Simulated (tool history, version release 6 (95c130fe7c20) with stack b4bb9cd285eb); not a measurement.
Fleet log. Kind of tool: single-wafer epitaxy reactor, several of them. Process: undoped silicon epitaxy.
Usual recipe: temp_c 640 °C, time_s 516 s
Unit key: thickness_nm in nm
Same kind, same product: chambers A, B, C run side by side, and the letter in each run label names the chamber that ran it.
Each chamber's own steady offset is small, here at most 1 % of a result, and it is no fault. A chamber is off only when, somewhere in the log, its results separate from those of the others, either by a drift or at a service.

run	hour	temp_c	time_s	hours since the last pyrometer calibration	read-back reference wafer on the same gauge, thickness_nm	thickness_nm
1B	9.8	640	516	637.8	56.503	70.078
2A	18.7	640	516	714.3	56.456	69.585
3C	29.5	640	516	849.0	56.534	69.075
4B	36.6	640	516	664.6	56.514	69.811
5C	42.8	640	516	862.3	56.505	69.140
6A	47.9	640	516	743.5	56.518	69.828
7B	57.0	640	516	685.0	56.479	70.025
8C	61.9	640	516	881.4	56.515	69.367
9A	69.7	640	516	765.3	56.503	69.519
10A	74.8	640	516	770.4	56.505	69.765
11B	79.9	640	430	707.9	56.479	58.247
12C	88.8	640	430	908.3	56.514	57.696
13C	97.8	640	430	917.3	56.496	57.804
14A	105.8	651	565	801.4	56.515	96.563
15B	114.8	651	565	742.8	56.486	97.312
16A	123.5	651	565	819.1	56.492	96.308
17C	134.2	640	516	953.7	56.503	69.174
# hour 135.1: chamber C: pyrometer calibrated
18B	140.1	640	516	768.1	56.551	69.826
19B	147.0	640	516	775.0	56.509	69.780
20C	155.4	640	516	20.4	56.560	67.792
21A	160.3	652	516	855.9	56.512	90.527
22C	166.0	652	516	31.0	56.563	87.851
23B	174.9	652	516	802.9	56.503	90.404
24A	179.9	640	516	875.5	56.457	69.435
25A	188.8	640	474	884.4	56.479	64.238
26B	196.6	640	474	824.6	56.536	64.305
27C	205.2	640	474	70.2	56.488	62.073
28C	215.2	640	516	80.2	56.516	67.708
29B	223.6	640	516	851.6	56.563	69.910
30A	229.9	640	516	925.5	56.526	69.536
31C	235.1	640	516	100.1	56.491	67.749
32A	240.5	640	516	936.1	56.481	69.289
33B	246.9	640	516	874.9	56.503	69.977
34A	255.4	640	516	951.0	56.457	70.046
35C	261.4	651	516	126.4	56.506	86.519
36B	270.0	651	516	898.0	56.495	88.823
37B	277.1	651	516	905.1	56.477	88.714
38A	286.4	640	516	982.0	56.497	69.242
39C	296.3	640	516	161.3	56.540	67.656
40B	303.7	640	516	931.7	56.456	69.890

All 3 chambers run these settings next. Forecast each chamber's results:
41A	311.5	635	516			?
41B	311.5	635	516			?
41C	311.5	635	516			?

run	thickness_nm
41A	62.201
41B	62.323
41C	60.655

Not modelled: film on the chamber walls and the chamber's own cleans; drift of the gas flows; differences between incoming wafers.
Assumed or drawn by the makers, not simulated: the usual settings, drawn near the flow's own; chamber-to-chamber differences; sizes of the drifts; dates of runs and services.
